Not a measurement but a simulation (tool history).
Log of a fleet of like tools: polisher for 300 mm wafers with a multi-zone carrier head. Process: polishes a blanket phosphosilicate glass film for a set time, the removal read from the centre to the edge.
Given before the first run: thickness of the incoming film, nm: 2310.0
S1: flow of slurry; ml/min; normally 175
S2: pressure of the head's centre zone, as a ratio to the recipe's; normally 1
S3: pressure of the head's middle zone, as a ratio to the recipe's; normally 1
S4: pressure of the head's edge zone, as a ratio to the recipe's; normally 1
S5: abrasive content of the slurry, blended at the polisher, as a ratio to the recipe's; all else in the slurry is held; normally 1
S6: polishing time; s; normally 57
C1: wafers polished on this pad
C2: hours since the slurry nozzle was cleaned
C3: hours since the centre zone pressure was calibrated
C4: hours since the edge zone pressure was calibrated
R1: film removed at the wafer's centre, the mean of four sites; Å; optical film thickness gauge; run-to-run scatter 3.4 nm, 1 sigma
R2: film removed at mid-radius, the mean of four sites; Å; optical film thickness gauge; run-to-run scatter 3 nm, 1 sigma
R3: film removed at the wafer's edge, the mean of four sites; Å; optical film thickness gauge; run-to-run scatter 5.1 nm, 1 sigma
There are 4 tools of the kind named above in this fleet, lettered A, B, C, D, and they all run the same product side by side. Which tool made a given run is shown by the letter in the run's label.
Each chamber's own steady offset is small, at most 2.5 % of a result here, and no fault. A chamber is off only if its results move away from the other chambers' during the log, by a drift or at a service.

At hour 2.2: chamber B: worn pad replaced by a new one.
Run 1D, hour 4.6: usual settings; C1 602; C2 93.8; C3 256.2; C4 124.3. Result: R1 3471.2 Å, R2 3568.2 Å, R3 3478.3 Å.
At hour 6.7: chamber D: worn pad replaced by a new one.
Run 2C, hour 12.4: usual settings; C1 427; C2 163.3; C3 1001.9; C4 411.3. Result: R1 3565.7 Å, R2 3648.1 Å, R3 3693.6 Å.
Run 3B, hour 19: usual settings; C1 191; C2 90.8; C3 42.1; C4 58.7. Result: R1 3481 Å, R2 3462 Å, R3 3580.3 Å.
At hour 21.3: chamber A: slurry nozzle cleaned.
Run 4A, hour 25: usual settings; C1 713; C2 3.7; C3 583.2; C4 416.2. Result: R1 3558.8 Å, R2 3599 Å, R3 3525.9 Å.
Run 5B, hour 32.6: usual settings but S3 1.11; C1 345; C2 104.4; C3 55.7; C4 72.3. Result: R1 3531.4 Å, R2 3875.9 Å, R3 3564.2 Å.
Run 6A, hour 37.9: usual settings but S3 1.11; C1 859; C2 16.6; C3 596.1; C4 429.1. Result: R1 3626.7 Å, R2 3935.3 Å, R3 3556.5 Å.
Run 7D, hour 45.2: usual settings but S3 1.11; C1 436; C2 134.4; C3 296.8; C4 164.9. Result: R1 3500.5 Å, R2 3917.3 Å, R3 3577.4 Å.
At hour 48.6: chamber A: worn pad replaced by a new one.
Run 8C, hour 49.8: usual settings but S3 1.11; C1 851; C2 200.7; C3 1039.3; C4 448.7. Result: R1 3563.6 Å, R2 4010.9 Å, R3 3633.8 Å.
Run 9D, hour 55.3: usual settings; C1 551; C2 144.5; C3 306.9; C4 175. Result: R1 3532.8 Å, R2 3568.4 Å, R3 3545 Å.
At hour 58.4: chamber C: worn pad replaced by a new one.
Run 10C, hour 60.7: usual settings; C1 26; C2 211.6; C3 1050.2; C4 459.6. Result: R1 3500.7 Å, R2 3676.3 Å, R3 3635.4 Å.
Run 11B, hour 67.1: usual settings; C1 736; C2 138.9; C3 90.2; C4 106.8. Result: R1 3588.3 Å, R2 3539.6 Å, R3 3437.4 Å.
At hour 67.5: chamber D: worn pad replaced by a new one.
At hour 70: chamber A: centre zone pressure recalibrated.
Run 12A, hour 72.8: usual settings but S1 200 ml/min; C1 275; C2 51.5; C3 2.9; C4 464. Result: R1 3840.4 Å, R2 3679 Å, R3 3494.6 Å.
Run 13A, hour 79.7: usual settings but S1 200 ml/min; C1 353; C2 58.4; C3 9.8; C4 470.9. Result: R1 3856.5 Å, R2 3645.5 Å, R3 3667.8 Å.
Run 14D, hour 84.7: usual settings but S1 200 ml/min; C1 195; C2 173.9; C3 336.3; C4 204.4. Result: R1 3592.4 Å, R2 3651.6 Å, R3 3635.2 Å.
Run 15C, hour 88.4: usual settings but S1 200 ml/min; C1 340; C2 239.3; C3 1077.9; C4 487.3. Result: R1 3671.6 Å, R2 3677.8 Å, R3 3687.8 Å.
Run 16B, hour 94.6: usual settings; C1 1047; C2 166.4; C3 117.7; C4 134.3. Result: R1 3542.3 Å, R2 3567.6 Å, R3 3566.4 Å.
At hour 95.3: chamber B: worn pad replaced by a new one.
Run 17A, hour 98.2: usual settings; C1 563; C2 76.9; C3 28.3; C4 489.4. Result: R1 3830 Å, R2 3547.9 Å, R3 3479.6 Å.
Run 18C, hour 103.9: usual settings; C1 516; C2 254.8; C3 1093.4; C4 502.8. Result: R1 3570 Å, R2 3639.7 Å, R3 3571.6 Å.
Run 19D, hour 109.5: usual settings but S1 215 ml/min; C1 476; C2 198.7; C3 361.1; C4 229.2. Result: R1 3663.3 Å, R2 3709.5 Å, R3 3678.8 Å.
At hour 113.5: chamber C: slurry nozzle cleaned.
At hour 117: chamber A: worn pad replaced by a new one.
Run 20B, hour 117.6: usual settings but S1 215 ml/min; C1 253; C2 189.4; C3 140.7; C4 157.3. Result: R1 3673 Å, R2 3632.4 Å, R3 3663.8 Å.
At hour 121.5: chamber D: worn pad replaced by a new one.
Run 21B, hour 121.5: usual settings but S1 215 ml/min; C1 297; C2 193.3; C3 144.6; C4 161.2. Result: R1 3688.5 Å, R2 3671.6 Å, R3 3582.2 Å.
Run 22C, hour 127.2: usual settings but S1 215 ml/min; C1 780; C2 13.8; C3 1116.7; C4 526.1. Result: R1 3676.6 Å, R2 3704.7 Å, R3 3760.8 Å.
At hour 133.3: chamber C: centre zone pressure recalibrated.
Run 23D, hour 133.3: usual settings; C1 134; C2 222.5; C3 384.9; C4 253. Result: R1 3499.6 Å, R2 3627 Å, R3 3492.2 Å.
At hour 134.1: chamber C: worn pad replaced by a new one.
Run 24A, hour 137.1: usual settings; C1 227; C2 115.8; C3 67.2; C4 528.3. Result: R1 3726 Å, R2 3546.3 Å, R3 3553.8 Å.
Run 25C, hour 144.4: usual settings; C1 116; C2 31; C3 11.1; C4 543.3. Result: R1 3541.4 Å, R2 3637.9 Å, R3 3560.4 Å.
Run 26B, hour 152.1: usual settings; C1 644; C2 223.9; C3 175.2; C4 191.8. Result: R1 3551.8 Å, R2 3532.6 Å, R3 3521.7 Å.
Run 27D, hour 158.1: usual settings; C1 415; C2 247.3; C3 409.7; C4 277.8. Result: R1 3536.6 Å, R2 3574.5 Å, R3 3498.8 Å.
Run 28A, hour 164.5: usual settings; C1 538; C2 143.2; C3 94.6; C4 555.7. Result: R1 3764.3 Å, R2 3576.1 Å, R3 3509.8 Å.
Run 29B, hour 169.7: usual settings; C1 844; C2 241.5; C3 192.8; C4 209.4. Result: R1 3490.1 Å, R2 3519.4 Å, R3 3585.9 Å.
At hour 172.2: chamber D: worn pad replaced by a new one.
Run 30C, hour 173.9: usual settings but S2 0.96, S4 0.95; C1 451; C2 60.5; C3 40.6; C4 572.8. Result: R1 3405.6 Å, R2 3614.1 Å, R3 3462.5 Å.
Run 31A, hour 178.1: usual settings but S2 0.96, S4 0.95; C1 692; C2 156.8; C3 108.2; C4 569.3. Result: R1 3638.3 Å, R2 3557.5 Å, R3 3411.1 Å.
Run 32D, hour 181.7: usual settings but S2 0.96, S4 0.95; C1 107; C2 270.9; C3 433.3; C4 301.4. Result: R1 3411.8 Å, R2 3532.8 Å, R3 3486.6 Å.

Has any chamber moved away from the others, gradually or after a service, or does the common gauge drift, or do the chambers differ only by their own small steady offsets? State the chamber and the most likely cause if one applies.

A service left chamber A off against the others.
Likeliest cause: centre zone's pressure above its setpoint, % = 4.59.

Below are 4 candidate recipes for chamber A's next run, each the usual settings with a change, their results shown as question marks. Which of them brings A's results back in line with what the other chambers give on the usual settings?
To be in line, a result may differ from the other chambers' mean on the usual settings by at most: R1 120 Å; R2 100 Å; R3 180 Å
Run 33A-1, hour 187.5: usual settings but S1 180 ml/min, S2 1.05, S3 0.99, S4 0.98. Result: R1 ?, R2 ?, R3 ?.
Run 33A-2, hour 187.5: usual settings but S1 170 ml/min, S2 0.9, S3 1.02, S4 1.04. Result: R1 ?, R2 ?, R3 ?.
Run 33A-3, hour 187.5: usual settings but S1 170 ml/min, S2 0.95, S3 1.01, S4 1.02. Result: R1 ?, R2 ?, R3 ?.
Run 33A-4, hour 187.5: usual settings but S1 180 ml/min, S2 1.1, S3 0.98, S4 0.96. Result: R1 ?, R2 ?, R3 ?.

Mean of the other chambers on the usual settings: R1 3542.9 Å; R2 3571.5 Å; R3 3555.5 Å
  run      R1      R2      R3
33A-1  3996.4  3543.5  3531.1
33A-2  3342.5  3609.3  3617.2
33A-3  3546.2    3576  3580.3
33A-4  4202.2  3509.9  3493.8
The right change is 33A-3: it brings the chamber back within the allowed miss of the others.
